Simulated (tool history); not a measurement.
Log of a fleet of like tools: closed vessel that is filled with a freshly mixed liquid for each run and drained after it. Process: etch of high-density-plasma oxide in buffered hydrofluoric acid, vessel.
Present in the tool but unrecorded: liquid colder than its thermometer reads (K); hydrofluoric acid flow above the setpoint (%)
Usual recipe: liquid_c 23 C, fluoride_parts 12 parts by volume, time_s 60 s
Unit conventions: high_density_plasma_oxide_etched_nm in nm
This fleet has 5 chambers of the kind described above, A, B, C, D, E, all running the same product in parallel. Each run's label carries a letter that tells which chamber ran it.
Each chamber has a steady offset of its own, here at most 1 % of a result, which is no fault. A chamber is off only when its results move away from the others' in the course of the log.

run,hour,liquid_c,fluoride_parts,time_s,hours since the thermometer was replaced,hours since the hydrofluoric acid flow meter was replaced,"read-back film thickness of the high-density-plasma oxide reference wafer, read on the same gauge (nm)",high_density_plasma_oxide_etched_nm
# hour 9.4: chamber B: thermometer replaced
1D,10.5,23,12,60,67.7,406,79.99,96.347
2E,21,23,12,60,1541.8,49.9,80.001,96.115
3A,33.1,23,12,60,125.2,674.5,79.994,96.249
4B,41.9,23,12,60,32.5,168.1,79.985,96.295
5C,52.4,23,12,60,206.4,410.1,80.023,96.591
6D,61.1,23,12,60,118.3,456.6,79.99,96.535
7B,73.6,23,12,60,64.2,199.8,80.023,96.51
8A,79.2,23,12,60,171.3,720.6,80.022,96.382
# hour 80.6: chamber D: hydrofluoric acid flow meter replaced
9C,89.5,23,12,60,243.5,447.2,80.012,95.942
10E,96.8,23,12,60,1617.6,125.7,80.032,94.788
11C,106.6,23,12,60,260.6,464.3,79.988,97.191
12D,118.4,23,12,60,175.6,37.8,79.99,96.24
13B,126.4,23,12,60,117,252.6,80.036,95.977
14E,131.9,23,12,60,1652.7,160.8,79.992,93.536
15A,139.2,23,12,60,231.3,780.6,80.016,96.488
16D,145.3,23,12,60,202.5,64.7,79.992,97.08
17E,154.3,23,12,60,1675.1,183.2,79.983,93.123
18B,159.9,23,12,60,150.5,286.1,80.009,96.217
19C,169.2,23,12,75,323.2,526.9,79.986,120.95
20A,176.2,23,12,75,268.3,817.6,79.995,120.65
21A,188.2,23,12,75,280.3,829.6,79.987,119.1
22B,198.9,23,12,75,189.5,325.1,79.977,120.01
23D,208,23,12,75,265.2,127.4,80.015,120.7
24E,214.8,23,12,60,1735.6,243.7,80.004,90.246
25C,227.1,23,12,60,381.1,584.8,80.005,95.87
26A,237.1,27,9,60,329.2,878.5,79.998,153.96
27C,243.3,27,9,60,397.3,601,80.005,152.31
28B,250.4,27,9,60,241,376.6,79.964,153.51
29E,256.6,27,9,60,1777.4,285.5,79.97,145.14
30D,262.7,27,9,60,319.9,182.1,79.997,152.99
31D,274,23,12,60,331.2,193.4,79.998,96.571
32B,286,23,12,60,276.6,412.2,80.006,95.908
33A,294.2,23,12,60,386.3,935.6,80.009,96.009

For the next run the whole fleet of 5 chambers uses the same settings. Give each chamber's results:
34A,303.1,26.5,12,60,,,,?
34B,303.1,26.5,12,60,,,,?
34C,303.1,26.5,12,60,,,,?
34D,303.1,26.5,12,60,,,,?
34E,303.1,26.5,12,60,,,,?

run,high_density_plasma_oxide_etched_nm
34A,116.86
34B,115.59
34C,115.9
34D,117.27
34E,106.2
